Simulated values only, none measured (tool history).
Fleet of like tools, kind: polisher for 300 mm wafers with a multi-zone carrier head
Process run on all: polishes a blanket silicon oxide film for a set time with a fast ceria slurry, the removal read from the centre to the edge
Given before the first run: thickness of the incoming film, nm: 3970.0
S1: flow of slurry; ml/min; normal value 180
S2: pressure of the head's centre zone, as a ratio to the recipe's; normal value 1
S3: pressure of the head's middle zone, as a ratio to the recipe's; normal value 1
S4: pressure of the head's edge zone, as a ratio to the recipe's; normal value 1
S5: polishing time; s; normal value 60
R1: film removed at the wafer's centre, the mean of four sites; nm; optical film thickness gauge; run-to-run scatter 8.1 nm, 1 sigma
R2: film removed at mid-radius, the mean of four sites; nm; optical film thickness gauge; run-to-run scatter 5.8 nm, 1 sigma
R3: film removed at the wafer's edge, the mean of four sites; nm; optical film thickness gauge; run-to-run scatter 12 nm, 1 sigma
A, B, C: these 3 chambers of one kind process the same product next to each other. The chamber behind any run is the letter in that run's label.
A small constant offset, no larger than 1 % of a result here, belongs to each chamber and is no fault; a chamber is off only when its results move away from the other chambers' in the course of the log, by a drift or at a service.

run	hour	S1	S2	S3	S4	S5	R1	R2	R3
1B	7.2	180	1	1	1	60	840.07	842.85	825.7
# hour 10.1: chamber C: worn pad replaced by a new one
2A	14.1	180	1	1	1	60	841.83	845.36	820.15
3C	19.3	180	1	1	1	60	832.86	830.44	816.73
4B	23.9	180	1	1	1	60	855.93	839.34	815.88
# hour 27.6: chamber A: worn pad replaced by a new one
5A	32.5	180	1	1.04	0.9	60	836.56	857.09	782.67
6C	37.1	180	1	1.04	0.9	60	832.59	853.98	803.3
# hour 39.1: chamber B: worn pad replaced by a new one
7C	42.5	180	1	1.04	0.9	60	832.91	861.87	790.32
# hour 46.5: chamber B: centre zone pressure recalibrated
8B	47.6	180	1	1	1	60	816.66	840.9	825.3
9A	52	180	1	1	1	60	826.88	829.31	827.91
# hour 58.3: chamber C: worn pad replaced by a new one
10B	59.4	180	1	1	1	60	836.35	834.11	824.82
11C	67.3	180	1	1	1	60	819.2	830.14	813.03
12A	73.8	240	1	1	1	60	866.75	862.8	843.98
13C	79.4	240	1	1	1	60	865.06	861.27	840.18
14B	89.2	240	1	1	1	60	863.31	874.47	838.16
# hour 96.9: chamber A: worn pad replaced by a new one
15A	99	180	1.1	1	1.08	60	919.91	838.04	860.68
16A	104	180	1.1	1	1.08	60	909.76	832.21	876.08
# hour 108.9: chamber B: worn pad replaced by a new one
17C	111.8	180	1.1	1	1.08	60	894.92	831.87	879.16
# hour 115: chamber C: worn pad replaced by a new one
18B	116.2	180	1	1	1	60	830.44	824.02	821.82
19A	125.8	180	1	1	1	60	825.49	843.68	848.23
20C	132.4	180	1	1	1	60	816.14	839.79	840.41

Next, all 3 chambers run the settings below, one line each with question marks for the results. What does each chamber give?
21A	139.5	135	1	1	1	60	?	?	?
21B	139.5	135	1	1	1	60	?	?	?
21C	139.5	135	1	1	1	60	?	?	?

run	R1	R2	R3
21A	787.83	785.96	807.39
21B	793.81	781.08	804.75
21C	783.81	789.16	773.79

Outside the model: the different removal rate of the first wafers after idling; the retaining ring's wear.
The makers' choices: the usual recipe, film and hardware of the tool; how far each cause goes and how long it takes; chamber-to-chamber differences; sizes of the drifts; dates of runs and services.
